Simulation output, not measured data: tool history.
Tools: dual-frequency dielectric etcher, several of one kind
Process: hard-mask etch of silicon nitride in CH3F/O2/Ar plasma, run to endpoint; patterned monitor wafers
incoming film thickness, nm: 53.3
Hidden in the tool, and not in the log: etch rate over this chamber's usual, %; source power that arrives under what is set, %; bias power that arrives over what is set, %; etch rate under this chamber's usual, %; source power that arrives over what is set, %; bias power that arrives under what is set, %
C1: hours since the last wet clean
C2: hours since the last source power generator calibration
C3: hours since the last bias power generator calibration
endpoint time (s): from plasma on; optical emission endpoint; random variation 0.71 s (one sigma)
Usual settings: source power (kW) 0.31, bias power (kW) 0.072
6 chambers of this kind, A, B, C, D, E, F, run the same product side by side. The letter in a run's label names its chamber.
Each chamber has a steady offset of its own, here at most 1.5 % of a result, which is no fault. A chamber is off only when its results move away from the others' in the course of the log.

{"run": "1E", "hour": 7.1, "source power (kW)": 0.31, "bias power (kW)": 0.072, "C1": 46.2, "C2": 304.8, "C3": 1165.9, "endpoint time (s)": 86.795}
{"run": "2C", "hour": 11.5, "source power (kW)": 0.31, "bias power (kW)": 0.072, "C1": 251.8, "C2": 1949.5, "C3": 426.9, "endpoint time (s)": 86.084}
{"run": "3D", "hour": 15.0, "source power (kW)": 0.31, "bias power (kW)": 0.072, "C1": 82.6, "C2": 374.5, "C3": 2572.1, "endpoint time (s)": 86.829}
{"run": "4A", "hour": 20.3, "source power (kW)": 0.31, "bias power (kW)": 0.072, "C1": 306.8, "C2": 1423.5, "C3": 534.7, "endpoint time (s)": 84.874}
{"run": "5F", "hour": 25.4, "source power (kW)": 0.31, "bias power (kW)": 0.072, "C1": 414.2, "C2": 3977.6, "C3": 1728.2, "endpoint time (s)": 85.38}
{"run": "6B", "hour": 29.4, "source power (kW)": 0.31, "bias power (kW)": 0.072, "C1": 229.2, "C2": 2182, "C3": 426.4, "endpoint time (s)": 84.663}
{"run": "7C", "hour": 34.8, "source power (kW)": 0.31, "bias power (kW)": 0.072, "C1": 275.1, "C2": 1972.8, "C3": 450.2, "endpoint time (s)": 86.97}
{"run": "8B", "hour": 38.2, "source power (kW)": 0.31, "bias power (kW)": 0.072, "C1": 238, "C2": 2190.8, "C3": 435.2, "endpoint time (s)": 83.876}
{"run": "9E", "hour": 41.4, "source power (kW)": 0.31, "bias power (kW)": 0.072, "C1": 80.5, "C2": 339.1, "C3": 1200.2, "endpoint time (s)": 85.707}
{"run": "10F", "hour": 45.5, "source power (kW)": 0.31, "bias power (kW)": 0.072, "C1": 434.3, "C2": 3997.7, "C3": 1748.3, "endpoint time (s)": 85.437}
{"run": "11D", "hour": 51.8, "source power (kW)": 0.31, "bias power (kW)": 0.072, "C1": 119.4, "C2": 411.3, "C3": 2608.9, "endpoint time (s)": 86.845}
{"hour": 54.1, "done": "chamber F: source power generator calibrated"}
{"run": "12A", "hour": 58.2, "source power (kW)": 0.37, "bias power (kW)": 0.085, "C1": 344.7, "C2": 1461.4, "C3": 572.6, "endpoint time (s)": 74.998}
{"run": "13F", "hour": 63.4, "source power (kW)": 0.37, "bias power (kW)": 0.085, "C1": 452.2, "C2": 9.3, "C3": 1766.2, "endpoint time (s)": 75.14}
{"run": "14E", "hour": 69.1, "source power (kW)": 0.37, "bias power (kW)": 0.085, "C1": 108.2, "C2": 366.8, "C3": 1227.9, "endpoint time (s)": 75.729}
{"run": "15D", "hour": 75.7, "source power (kW)": 0.37, "bias power (kW)": 0.085, "C1": 143.3, "C2": 435.2, "C3": 2632.8, "endpoint time (s)": 76.734}
{"run": "16A", "hour": 81.5, "source power (kW)": 0.37, "bias power (kW)": 0.085, "C1": 368, "C2": 1484.7, "C3": 595.9, "endpoint time (s)": 75.883}
{"run": "17B", "hour": 88.4, "source power (kW)": 0.37, "bias power (kW)": 0.085, "C1": 288.2, "C2": 2241, "C3": 485.4, "endpoint time (s)": 74.283}
{"run": "18C", "hour": 95.5, "source power (kW)": 0.31, "bias power (kW)": 0.072, "C1": 335.8, "C2": 2033.5, "C3": 510.9, "endpoint time (s)": 86.259}
{"run": "19A", "hour": 101.9, "source power (kW)": 0.35, "bias power (kW)": 0.055, "C1": 388.4, "C2": 1505.1, "C3": 616.3, "endpoint time (s)": 88.637}
{"run": "20E", "hour": 107.0, "source power (kW)": 0.35, "bias power (kW)": 0.055, "C1": 146.1, "C2": 404.7, "C3": 1265.8, "endpoint time (s)": 89.313}
{"run": "21C", "hour": 111.0, "source power (kW)": 0.35, "bias power (kW)": 0.055, "C1": 351.3, "C2": 2049, "C3": 526.4, "endpoint time (s)": 88.413}
{"run": "22B", "hour": 117.4, "source power (kW)": 0.35, "bias power (kW)": 0.055, "C1": 317.2, "C2": 2270, "C3": 514.4, "endpoint time (s)": 88.369}
{"run": "23D", "hour": 121.2, "source power (kW)": 0.35, "bias power (kW)": 0.055, "C1": 188.8, "C2": 480.7, "C3": 2678.3, "endpoint time (s)": 91.629}
{"hour": 126.1, "done": "chamber F: wet clean of the chamber"}
{"run": "24F", "hour": 127.1, "source power (kW)": 0.35, "bias power (kW)": 0.055, "C1": 1.1, "C2": 73, "C3": 1829.9, "endpoint time (s)": 88.263}
{"run": "25C", "hour": 131.2, "source power (kW)": 0.31, "bias power (kW)": 0.063, "C1": 371.5, "C2": 2069.2, "C3": 546.6, "endpoint time (s)": 89.128}
{"run": "26D", "hour": 138.1, "source power (kW)": 0.31, "bias power (kW)": 0.063, "C1": 205.7, "C2": 497.6, "C3": 2695.2, "endpoint time (s)": 90.044}
{"hour": 142.1, "done": "chamber A: wet clean of the chamber"}
{"run": "27F", "hour": 143.2, "source power (kW)": 0.31, "bias power (kW)": 0.063, "C1": 17.2, "C2": 89.1, "C3": 1846, "endpoint time (s)": 89.267}
{"run": "28B", "hour": 147.4, "source power (kW)": 0.31, "bias power (kW)": 0.063, "C1": 347.2, "C2": 2300, "C3": 544.4, "endpoint time (s)": 87.323}
{"run": "29A", "hour": 151.8, "source power (kW)": 0.31, "bias power (kW)": 0.063, "C1": 9.7, "C2": 1555, "C3": 666.2, "endpoint time (s)": 88.679}
{"run": "30E", "hour": 158.5, "source power (kW)": 0.31, "bias power (kW)": 0.063, "C1": 197.6, "C2": 456.2, "C3": 1317.3, "endpoint time (s)": 90.371}
{"run": "31B", "hour": 165.6, "source power (kW)": 0.31, "bias power (kW)": 0.072, "C1": 365.4, "C2": 2318.2, "C3": 562.6, "endpoint time (s)": 85.214}
{"run": "32E", "hour": 169.7, "source power (kW)": 0.31, "bias power (kW)": 0.072, "C1": 208.8, "C2": 467.4, "C3": 1328.5, "endpoint time (s)": 85.808}
{"run": "33F", "hour": 173.9, "source power (kW)": 0.31, "bias power (kW)": 0.072, "C1": 47.9, "C2": 119.8, "C3": 1876.7, "endpoint time (s)": 85.096}
{"run": "34D", "hour": 180.8, "source power (kW)": 0.31, "bias power (kW)": 0.072, "C1": 248.4, "C2": 540.3, "C3": 2737.9, "endpoint time (s)": 86.372}
{"run": "35C", "hour": 186.7, "source power (kW)": 0.31, "bias power (kW)": 0.072, "C1": 427, "C2": 2124.7, "C3": 602.1, "endpoint time (s)": 85.994}
{"run": "36A", "hour": 192.9, "source power (kW)": 0.31, "bias power (kW)": 0.072, "C1": 50.8, "C2": 1596.1, "C3": 707.3, "endpoint time (s)": 84.606}
{"run": "37A", "hour": 197.5, "source power (kW)": 0.31, "bias power (kW)": 0.072, "C1": 55.4, "C2": 1600.7, "C3": 711.9, "endpoint time (s)": 85.824}
{"run": "38D", "hour": 203.9, "source power (kW)": 0.31, "bias power (kW)": 0.072, "C1": 271.5, "C2": 563.4, "C3": 2761, "endpoint time (s)": 86.573}

What goes on in this fleet: one chamber off, a drifting gauge, or nothing beyond the chambers' own small offsets? Name the chamber and the cause, if any.

No chamber stands off beyond its own small offset, and the gauge holds steady.
